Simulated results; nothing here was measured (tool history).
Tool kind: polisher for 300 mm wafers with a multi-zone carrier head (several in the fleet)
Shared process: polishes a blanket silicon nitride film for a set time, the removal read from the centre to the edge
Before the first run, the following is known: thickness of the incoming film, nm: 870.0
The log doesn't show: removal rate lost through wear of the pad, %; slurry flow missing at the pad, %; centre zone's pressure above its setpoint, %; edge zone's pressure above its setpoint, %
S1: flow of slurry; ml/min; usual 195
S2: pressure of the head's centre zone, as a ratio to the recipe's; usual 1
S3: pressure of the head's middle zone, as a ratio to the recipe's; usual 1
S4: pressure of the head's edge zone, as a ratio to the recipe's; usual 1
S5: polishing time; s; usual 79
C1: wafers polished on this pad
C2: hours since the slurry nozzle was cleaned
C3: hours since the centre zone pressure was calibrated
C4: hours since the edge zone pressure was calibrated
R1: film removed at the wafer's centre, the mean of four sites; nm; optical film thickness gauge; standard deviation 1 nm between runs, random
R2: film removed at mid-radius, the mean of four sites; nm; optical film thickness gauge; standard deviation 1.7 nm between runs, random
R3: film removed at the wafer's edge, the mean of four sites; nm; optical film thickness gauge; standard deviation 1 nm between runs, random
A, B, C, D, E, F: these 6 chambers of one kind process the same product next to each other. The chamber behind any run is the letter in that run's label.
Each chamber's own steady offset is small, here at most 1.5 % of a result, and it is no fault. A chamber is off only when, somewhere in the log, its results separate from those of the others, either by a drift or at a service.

{"run": "1D", "hour": 2.5, "S1": 195, "S2": 1, "S3": 1, "S4": 1, "S5": 79, "C1": 625, "C2": 473.1, "C3": 332.3, "C4": 137.6, "R1": 117.94, "R2": 119.76, "R3": 119.59}
{"hour": 6.6, "done": "chamber A: worn pad replaced by a new one"}
{"run": "2B", "hour": 6.8, "S1": 195, "S2": 1, "S3": 1, "S4": 1, "S5": 79, "C1": 108, "C2": 232.8, "C3": 158.6, "C4": 54.1, "R1": 120.44, "R2": 120.89, "R3": 119.9}
{"hour": 7.1, "done": "chamber C: worn pad replaced by a new one"}
{"hour": 11.0, "done": "chamber E: worn pad replaced by a new one"}
{"run": "3A", "hour": 11.1, "S1": 195, "S2": 1, "S3": 1, "S4": 1, "S5": 79, "C1": 54, "C2": 246.6, "C3": 786.6, "C4": 1191.7, "R1": 119.63, "R2": 118.98, "R3": 121.83}
{"run": "4C", "hour": 13.8, "S1": 195, "S2": 1, "S3": 1, "S4": 1, "S5": 79, "C1": 82, "C2": 428.2, "C3": 914.7, "C4": 555, "R1": 122.54, "R2": 124.09, "R3": 119.89}
{"hour": 16.6, "done": "chamber D: worn pad replaced by a new one"}
{"run": "5F", "hour": 17.8, "S1": 195, "S2": 1, "S3": 1, "S4": 1, "S5": 79, "C1": 533, "C2": 183.8, "C3": 247.3, "C4": 376.3, "R1": 120.53, "R2": 122.89, "R3": 121.97}
{"run": "6E", "hour": 20.8, "S1": 195, "S2": 1, "S3": 1, "S4": 1, "S5": 79, "C1": 119, "C2": 510.1, "C3": 1000.1, "C4": 280.7, "R1": 120.23, "R2": 119.95, "R3": 120.45}
{"run": "7A", "hour": 25.1, "S1": 195, "S2": 1, "S3": 1.05, "S4": 1, "S5": 79, "C1": 225, "C2": 260.6, "C3": 800.6, "C4": 1205.7, "R1": 119.51, "R2": 125.47, "R3": 120.14}
{"hour": 25.9, "done": "chamber A: edge zone pressure recalibrated"}
{"run": "8B", "hour": 27.1, "S1": 195, "S2": 1, "S3": 1.05, "S4": 1, "S5": 79, "C1": 355, "C2": 253.1, "C3": 178.9, "C4": 74.4, "R1": 121.66, "R2": 124.38, "R3": 118.46}
{"run": "9C", "hour": 30.4, "S1": 195, "S2": 1, "S3": 1.05, "S4": 1, "S5": 79, "C1": 284, "C2": 444.8, "C3": 931.3, "C4": 571.6, "R1": 120.54, "R2": 128.61, "R3": 120.95}
{"run": "10F", "hour": 32.7, "S1": 195, "S2": 1, "S3": 1.05, "S4": 1, "S5": 79, "C1": 714, "C2": 198.7, "C3": 262.2, "C4": 391.2, "R1": 120.76, "R2": 124.76, "R3": 122.27}
{"run": "11D", "hour": 34.7, "S1": 195, "S2": 1, "S3": 1.05, "S4": 1, "S5": 79, "C1": 220, "C2": 505.3, "C3": 364.5, "C4": 169.8, "R1": 120.32, "R2": 124.41, "R3": 120.04}
{"run": "12E", "hour": 37.8, "S1": 195, "S2": 1, "S3": 1.05, "S4": 1, "S5": 79, "C1": 326, "C2": 527.1, "C3": 1017.1, "C4": 297.7, "R1": 120.19, "R2": 123.98, "R3": 118.75}
{"run": "13D", "hour": 41.2, "S1": 255, "S2": 1, "S3": 1, "S4": 1.08, "S5": 79, "C1": 299, "C2": 511.8, "C3": 371, "C4": 176.3, "R1": 123.58, "R2": 122.84, "R3": 129.74}
{"run": "14B", "hour": 44.5, "S1": 255, "S2": 1, "S3": 1, "S4": 1.08, "S5": 79, "C1": 567, "C2": 270.5, "C3": 196.3, "C4": 91.8, "R1": 125.24, "R2": 123.84, "R3": 127.27}
{"run": "15A", "hour": 47.5, "S1": 255, "S2": 1, "S3": 1, "S4": 1.08, "S5": 79, "C1": 497, "C2": 283, "C3": 823, "C4": 21.6, "R1": 124.59, "R2": 124.92, "R3": 129.96}
{"hour": 50.2, "done": "chamber D: slurry nozzle cleaned"}
{"run": "16C", "hour": 50.5, "S1": 255, "S2": 1, "S3": 1, "S4": 1.08, "S5": 79, "C1": 529, "C2": 464.9, "C3": 951.4, "C4": 591.7, "R1": 127.19, "R2": 124.29, "R3": 129.69}
{"run": "17E", "hour": 53.1, "S1": 255, "S2": 1, "S3": 1, "S4": 1.08, "S5": 79, "C1": 512, "C2": 542.4, "C3": 1032.4, "C4": 313, "R1": 123.82, "R2": 123.52, "R3": 128.03}
{"hour": 55.5, "done": "chamber B: worn pad replaced by a new one"}
{"run": "18F", "hour": 56.3, "S1": 255, "S2": 1, "S3": 1, "S4": 1.08, "S5": 79, "C1": 1001, "C2": 222.3, "C3": 285.8, "C4": 414.8, "R1": 124.5, "R2": 126.41, "R3": 131.34}
{"hour": 57.7, "done": "chamber C: worn pad replaced by a new one"}
{"run": "19B", "hour": 58.3, "S1": 195, "S2": 1, "S3": 1, "S4": 1, "S5": 79, "C1": 34, "C2": 284.3, "C3": 210.1, "C4": 105.6, "R1": 119.63, "R2": 118.17, "R3": 119.52}
{"run": "20F", "hour": 61.4, "S1": 195, "S2": 0.93, "S3": 1, "S4": 1, "S5": 79, "C1": 1063, "C2": 227.4, "C3": 290.9, "C4": 419.9, "R1": 111.6, "R2": 123.75, "R3": 121.27}
{"run": "21D", "hour": 64.1, "S1": 195, "S2": 0.93, "S3": 1, "S4": 1, "S5": 79, "C1": 578, "C2": 13.9, "C3": 393.9, "C4": 199.2, "R1": 110.95, "R2": 118.8, "R3": 122.03}
{"run": "22E", "hour": 66.1, "S1": 195, "S2": 0.93, "S3": 1, "S4": 1, "S5": 79, "C1": 671, "C2": 555.4, "C3": 1045.4, "C4": 326, "R1": 110.2, "R2": 119.06, "R3": 119.05}
{"run": "23C", "hour": 69.4, "S1": 195, "S2": 0.93, "S3": 1, "S4": 1, "S5": 79, "C1": 142, "C2": 483.8, "C3": 970.3, "C4": 610.6, "R1": 112.48, "R2": 119.57, "R3": 121.6}
{"run": "24A", "hour": 72.6, "S1": 195, "S2": 0.93, "S3": 1, "S4": 1, "S5": 79, "C1": 803, "C2": 308.1, "C3": 848.1, "C4": 46.7, "R1": 110.05, "R2": 120.27, "R3": 120.46}
{"run": "25D", "hour": 76.5, "S1": 195, "S2": 0.93, "S3": 1, "S4": 1, "S5": 79, "C1": 729, "C2": 26.3, "C3": 406.3, "C4": 211.6, "R1": 108.31, "R2": 122.24, "R3": 120.94}
{"hour": 78.8, "done": "chamber F: worn pad replaced by a new one"}
{"run": "26A", "hour": 80.9, "S1": 195, "S2": 1, "S3": 1, "S4": 1, "S5": 79, "C1": 904, "C2": 316.4, "C3": 856.4, "C4": 55, "R1": 119.4, "R2": 117.38, "R3": 122.24}
{"run": "27E", "hour": 83.0, "S1": 195, "S2": 1.11, "S3": 1, "S4": 1, "S5": 66, "C1": 876, "C2": 572.3, "C3": 1062.3, "C4": 342.9, "R1": 113.08, "R2": 99.669, "R3": 100.54}
{"run": "28C", "hour": 86.0, "S1": 195, "S2": 1.11, "S3": 1, "S4": 1, "S5": 66, "C1": 344, "C2": 500.4, "C3": 986.9, "C4": 627.2, "R1": 114.86, "R2": 101.85, "R3": 98.803}
{"hour": 88.2, "done": "chamber D: worn pad replaced by a new one"}
{"run": "29F", "hour": 88.3, "S1": 195, "S2": 1.11, "S3": 1, "S4": 1, "S5": 66, "C1": 115, "C2": 254.3, "C3": 317.8, "C4": 446.8, "R1": 112.9, "R2": 102.95, "R3": 102.9}
{"run": "30B", "hour": 92.0, "S1": 195, "S2": 1.11, "S3": 1, "S4": 1, "S5": 66, "C1": 444, "C2": 318, "C3": 243.8, "C4": 139.3, "R1": 113.66, "R2": 99.238, "R3": 99.279}
{"hour": 93.0, "done": "chamber A: worn pad replaced by a new one"}
{"run": "31C", "hour": 94.8, "S1": 195, "S2": 1.11, "S3": 1, "S4": 1, "S5": 66, "C1": 451, "C2": 509.2, "C3": 995.7, "C4": 636, "R1": 112.78, "R2": 101.04, "R3": 101.35}
{"run": "32B", "hour": 97.0, "S1": 195, "S2": 1.11, "S3": 1, "S4": 1, "S5": 66, "C1": 505, "C2": 323, "C3": 248.8, "C4": 144.3, "R1": 113.23, "R2": 103.11, "R3": 99.992}
{"hour": 99.1, "done": "chamber D: centre zone pressure recalibrated"}
{"run": "33D", "hour": 100.3, "S1": 195, "S2": 1, "S3": 1, "S4": 1, "S5": 99, "C1": 147, "C2": 50.1, "C3": 1.2, "C4": 235.4, "R1": 151.53, "R2": 149.72, "R3": 152.68}
{"run": "34E", "hour": 102.4, "S1": 195, "S2": 1, "S3": 1, "S4": 1, "S5": 99, "C1": 1112, "C2": 591.7, "C3": 1081.7, "C4": 362.3, "R1": 151.19, "R2": 151.96, "R3": 149.72}
{"run": "35A", "hour": 106.1, "S1": 195, "S2": 1, "S3": 1, "S4": 1, "S5": 99, "C1": 160, "C2": 341.6, "C3": 881.6, "C4": 80.2, "R1": 148.6, "R2": 147.03, "R3": 153.5}
{"hour": 108.8, "done": "chamber C: worn pad replaced by a new one"}
{"run": "36F", "hour": 108.8, "S1": 195, "S2": 1, "S3": 1, "S4": 1, "S5": 99, "C1": 365, "C2": 274.8, "C3": 338.3, "C4": 467.3, "R1": 151.52, "R2": 152.28, "R3": 154.86}
{"run": "37B", "hour": 110.8, "S1": 195, "S2": 1, "S3": 1, "S4": 1, "S5": 99, "C1": 673, "C2": 336.8, "C3": 262.6, "C4": 158.1, "R1": 151.11, "R2": 149.25, "R3": 151.11}
{"hour": 111.1, "done": "chamber E: worn pad replaced by a new one"}
{"run": "38C", "hour": 113.3, "S1": 195, "S2": 1, "S3": 1, "S4": 1, "S5": 99, "C1": 55, "C2": 527.7, "C3": 1014.2, "C4": 654.5, "R1": 151.79, "R2": 152.69, "R3": 153.86}
{"run": "39D", "hour": 116.7, "S1": 195, "S2": 1, "S3": 1, "S4": 1, "S5": 79, "C1": 347, "C2": 66.5, "C3": 17.6, "C4": 251.8, "R1": 119.66, "R2": 119.47, "R3": 118.25}
{"run": "40F", "hour": 120.9, "S1": 195, "S2": 1, "S3": 1, "S4": 1, "S5": 79, "C1": 512, "C2": 286.9, "C3": 350.4, "C4": 479.4, "R1": 117.9, "R2": 122.23, "R3": 121.61}
{"run": "41A", "hour": 125.1, "S1": 195, "S2": 0.93, "S3": 1, "S4": 1.11, "S5": 79, "C1": 391, "C2": 360.6, "C3": 900.6, "C4": 99.2, "R1": 111.56, "R2": 118.9, "R3": 126.71}
{"run": "42E", "hour": 127.8, "S1": 195, "S2": 0.93, "S3": 1, "S4": 1.11, "S5": 79, "C1": 203, "C2": 617.1, "C3": 1107.1, "C4": 387.7, "R1": 109.26, "R2": 120.26, "R3": 127.47}

Is one chamber out of step, is the gauge drifting, or do the chambers differ by no more than their own small offsets? For an off chamber, give its letter and the likeliest cause.

Neither any chamber nor the gauge drifts; the chambers differ only by their own small, steady offsets.
